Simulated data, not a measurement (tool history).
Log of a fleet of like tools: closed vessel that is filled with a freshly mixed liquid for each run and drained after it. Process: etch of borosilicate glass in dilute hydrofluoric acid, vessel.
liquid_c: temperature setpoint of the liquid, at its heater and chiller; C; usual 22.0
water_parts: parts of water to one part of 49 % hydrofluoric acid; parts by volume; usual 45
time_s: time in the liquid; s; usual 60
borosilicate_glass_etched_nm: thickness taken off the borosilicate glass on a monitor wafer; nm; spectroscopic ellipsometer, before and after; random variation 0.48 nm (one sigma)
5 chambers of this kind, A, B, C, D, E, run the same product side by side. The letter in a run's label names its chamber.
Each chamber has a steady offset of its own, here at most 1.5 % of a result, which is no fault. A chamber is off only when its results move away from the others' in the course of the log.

run   hour  liquid_c  water_parts  time_s  read-back film thickness of the borosilicate glass reference wafer, read on the same gauge (nm)  borosilicate_glass_etched_nm
       7.7  -- chamber C: hydrofluoric acid flow meter replaced
 1C    9.5      22.0           45      60                                                                                           69.995                        52.477
 2E   16.2      22.0           45      60                                                                                           69.994                        52.944
 3D   27.9      22.0           45      60                                                                                           69.995                        52.393
 4B   37.1      22.0           45      60                                                                                           69.986                        52.307
 5A   46.1      22.0           45      60                                                                                           69.984                        51.637
 6C   52.8      22.0           45      60                                                                                           70.018                        53.293
 7B   61.1      22.0           45      60                                                                                           70.000                        52.963
      64.9  -- chamber D: thermometer replaced
 8E   74.1      22.0           45      60                                                                                           69.987                        51.893
 9A   85.4      22.0           45      30                                                                                           70.001                        26.258
10D   93.4      22.0           45      30                                                                                           69.992                        26.210
11A  101.4      22.0           45      30                                                                                           69.981                        26.192
12E  112.8      22.0           45      30                                                                                           70.024                        25.981
13B  123.8      22.0           45      30                                                                                           70.003                        26.281
14D  131.9      22.0           45      60                                                                                           70.007                        51.774
15C  144.1      24.0           45      50                                                                                           70.004                        47.624
16E  152.5      24.0           45      50                                                                                           69.987                        46.780
17D  160.5      24.0           45      50                                                                                           69.997                        46.532
18B  170.4      24.0           45      50                                                                                           69.987                        48.289
19C  182.4      24.0           45      50                                                                                           69.989                        47.852
20A  194.6      22.0           45      60                                                                                           69.992                        52.592
21A  207.4      22.0           45      60                                                                                           70.015                        52.238
22E  220.0      22.0           45      60                                                                                           70.014                        51.385
23C  228.1      22.0           45      60                                                                                           69.990                        52.837
24B  241.0      22.0           45      60                                                                                           69.999                        52.592
25D  253.9      22.0           45      60                                                                                           70.024                        51.780
26B  266.6      22.0           45      60                                                                                           69.985                        52.996
27C  276.2      22.0           45      60                                                                                           70.000                        52.588
28E  285.6      22.0           45      60                                                                                           70.001                        52.147
29A  293.2      18.5           45      40                                                                                           70.009                        30.102
30D  299.7      18.5           45      40                                                                                           69.992                        30.103
     302.3  -- chamber D: hydrofluoric acid flow meter replaced
31E  312.4      18.5           45      40                                                                                           70.007                        29.849
32D  318.5      18.5           45      40                                                                                           70.000                        30.030
33A  328.3      18.5           45      40                                                                                           69.999                        29.790
34C  341.4      22.0           45      60                                                                                           70.005                        53.114
35B  352.9      22.0           45      60                                                                                           70.014                        52.769
36A  364.3      22.0           45      60                                                                                           70.003                        51.861
37B  373.1      22.0           45      60                                                                                           69.992                        52.448
38C  385.2      22.0           45      60                                                                                           69.998                        52.548
39E  391.9      22.0           45      60                                                                                           69.999                        51.992
40D  403.5      22.0           45      60                                                                                           70.008                        51.904
41B  409.4      22.0           45      60                                                                                           69.990                        52.815

Is one chamber off against the others, does the gauge drift, or is nothing wrong? If a chamber is off, say which, and what the likeliest cause is.

No chamber stands off beyond its own small offset, and the gauge holds steady.

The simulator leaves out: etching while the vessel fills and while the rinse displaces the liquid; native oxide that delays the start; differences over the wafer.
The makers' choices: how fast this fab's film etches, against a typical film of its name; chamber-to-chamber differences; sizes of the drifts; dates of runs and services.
